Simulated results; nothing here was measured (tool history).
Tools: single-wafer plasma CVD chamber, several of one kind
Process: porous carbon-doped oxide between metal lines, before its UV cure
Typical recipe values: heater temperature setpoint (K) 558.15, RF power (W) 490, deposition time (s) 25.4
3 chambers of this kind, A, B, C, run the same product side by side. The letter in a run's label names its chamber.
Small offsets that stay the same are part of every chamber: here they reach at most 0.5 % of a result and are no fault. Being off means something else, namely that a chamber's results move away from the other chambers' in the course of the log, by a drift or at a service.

run	hour	heater temperature setpoint (K)	RF power (W)	deposition time (s)	read-back reference wafer on the same gauge, thickness_nm	mean film thickness on the monitor wafer (nm)
1B	2.9	558.15	490	25.4	132.06	147.96
2C	7.7	558.15	490	25.4	132.05	149.32
3A	11.3	558.15	490	25.4	132.12	149.10
4B	15.3	558.15	490	25.4	132.11	148.34
5C	21.0	558.15	490	25.4	132.12	149.58
6A	23.7	558.15	490	25.4	132.22	148.82
7A	28.1	558.15	490	25.4	132.26	149.16
8C	31.3	558.15	490	25.4	132.25	149.27
9B	34.6	558.15	490	25.4	132.30	148.60
10C	40.2	558.15	490	25.4	132.36	149.92
11B	43.0	558.15	490	25.4	132.39	148.79
12A	46.4	558.15	490	25.4	132.45	149.40
13B	49.9	552.15	490	25.4	132.48	154.56
14C	52.6	552.15	490	25.4	132.48	155.26
15A	55.3	552.15	490	25.4	132.49	154.67
16B	60.4	558.15	490	25.4	132.54	148.96
17C	65.5	558.15	490	25.4	132.58	150.11
18A	68.2	558.15	490	25.4	132.61	149.39
19C	72.9	558.15	490	25.4	132.60	150.09
20A	76.6	558.15	490	25.4	132.70	149.36
21B	79.3	558.15	490	25.4	132.66	148.82
22B	84.7	558.15	490	25.4	132.74	148.97
23A	87.3	558.15	490	25.4	132.72	149.51
24C	93.0	558.15	580	27.8	132.86	183.60

Next, every chamber runs the same settings. What will each give?
25A	97.1	558.15	490	25.4		?
25B	97.1	558.15	490	25.4		?
25C	97.1	558.15	490	25.4		?

run	mean film thickness on the monitor wafer (nm)
25A	150.09
25B	149.77
25C	150.01
